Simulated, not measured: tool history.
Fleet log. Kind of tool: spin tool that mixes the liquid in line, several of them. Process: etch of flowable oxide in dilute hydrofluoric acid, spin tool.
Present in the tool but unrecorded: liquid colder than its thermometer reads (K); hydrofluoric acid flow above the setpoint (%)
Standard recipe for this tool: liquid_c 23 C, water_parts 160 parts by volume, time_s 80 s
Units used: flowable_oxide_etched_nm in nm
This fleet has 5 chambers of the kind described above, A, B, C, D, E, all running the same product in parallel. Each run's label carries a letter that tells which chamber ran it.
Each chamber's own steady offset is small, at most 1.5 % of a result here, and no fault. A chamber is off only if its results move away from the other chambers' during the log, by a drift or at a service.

| run | hour | liquid_c | water_parts | time_s | hours since the thermometer was replaced | hours since the hydrofluoric acid flow meter was replaced | read-back film thickness of the flowable oxide reference wafer, read on the same gauge (nm) | flowable_oxide_etched_nm |
|---|---|---|---|---|---|---|---|---|
|  | 7.6 | chamber B: hydrofluoric acid flow meter replaced |
| 1E | 8.5 | 23 | 160 | 80 | 1344.3 | 599.4 | 130 | 13.844 |
| 2C | 18.4 | 23 | 160 | 80 | 1507.9 | 942.4 | 130 | 14.064 |
| 3A | 26 | 23 | 160 | 80 | 1197.8 | 624.8 | 129.99 | 13.73 |
| 4B | 31.5 | 23 | 160 | 80 | 497.2 | 24 | 130 | 13.873 |
| 5D | 40.8 | 23 | 160 | 80 | 540.9 | 79.7 | 129.99 | 13.579 |
| 6B | 47.6 | 23 | 160 | 80 | 513.3 | 40.1 | 130 | 13.85 |
| 7D | 52.7 | 23 | 160 | 80 | 552.8 | 91.6 | 130.01 | 13.662 |
| 8E | 58.5 | 23 | 160 | 80 | 1394.3 | 649.4 | 130.02 | 13.812 |
| 9A | 62.9 | 23 | 160 | 80 | 1234.7 | 661.7 | 129.99 | 13.901 |
| 10C | 67.9 | 23 | 160 | 80 | 1557.4 | 991.9 | 130.02 | 14.003 |
| 11C | 73.3 | 20 | 160 | 80 | 1562.8 | 997.3 | 130.02 | 12.534 |
| 12A | 78 | 20 | 160 | 80 | 1249.8 | 676.8 | 130 | 12.367 |
| 13E | 86.4 | 20 | 160 | 80 | 1422.2 | 677.3 | 130.01 | 12.213 |
| 14B | 96.4 | 20 | 160 | 80 | 562.1 | 88.9 | 129.97 | 12.278 |
| 15D | 101.4 | 20 | 160 | 80 | 601.5 | 140.3 | 130.01 | 12.163 |
| 16C | 109.2 | 23 | 160 | 80 | 1598.7 | 1033.2 | 129.99 | 14.139 |
| 17B | 115.5 | 23 | 160 | 80 | 581.2 | 108 | 130 | 13.911 |
| 18E | 121.5 | 23 | 160 | 80 | 1457.3 | 712.4 | 130 | 13.789 |
| 19D | 131.1 | 23 | 160 | 80 | 631.2 | 170 | 130 | 13.694 |
| 20A | 139.1 | 23 | 160 | 80 | 1310.9 | 737.9 | 130 | 13.95 |
| 21C | 145.3 | 23 | 160 | 80 | 1634.8 | 1069.3 | 129.98 | 13.983 |
|  | 151.3 | chamber C: hydrofluoric acid flow meter replaced |
| 22E | 154.6 | 23 | 160 | 80 | 1490.4 | 745.5 | 130 | 13.696 |
| 23D | 160.8 | 23 | 160 | 80 | 660.9 | 199.7 | 129.97 | 13.575 |
|  | 162.2 | chamber C: thermometer replaced |
| 24A | 169.6 | 23 | 160 | 80 | 1341.4 | 768.4 | 130 | 13.834 |
| 25B | 176.8 | 23 | 160 | 80 | 642.5 | 169.3 | 129.98 | 13.728 |
| 26B | 183.2 | 23 | 160 | 80 | 648.9 | 175.7 | 130 | 13.858 |
| 27D | 192.7 | 23 | 160 | 80 | 692.8 | 231.6 | 129.99 | 13.689 |
| 28E | 201.3 | 23 | 160 | 80 | 1537.1 | 792.2 | 129.99 | 13.629 |
| 29C | 211 | 23 | 225 | 80 | 48.8 | 59.8 | 130.01 | 9.2706 |
| 30A | 216.3 | 23 | 225 | 80 | 1388.1 | 815.1 | 129.99 | 9.2019 |
| 31E | 222.6 | 23 | 225 | 80 | 1558.4 | 813.5 | 130.01 | 9.1138 |
| 32B | 228 | 23 | 225 | 80 | 693.7 | 220.5 | 130.01 | 9.1749 |
| 33A | 235.7 | 23 | 225 | 80 | 1407.5 | 834.5 | 130.01 | 9.2416 |

One chamber off, gauge drift, or nothing amiss beyond the chambers' own small offsets? If it is a chamber, which one, and what is the likeliest cause?

No chamber is off and the gauge is stable; the differences are just each chamber's small, constant offset.

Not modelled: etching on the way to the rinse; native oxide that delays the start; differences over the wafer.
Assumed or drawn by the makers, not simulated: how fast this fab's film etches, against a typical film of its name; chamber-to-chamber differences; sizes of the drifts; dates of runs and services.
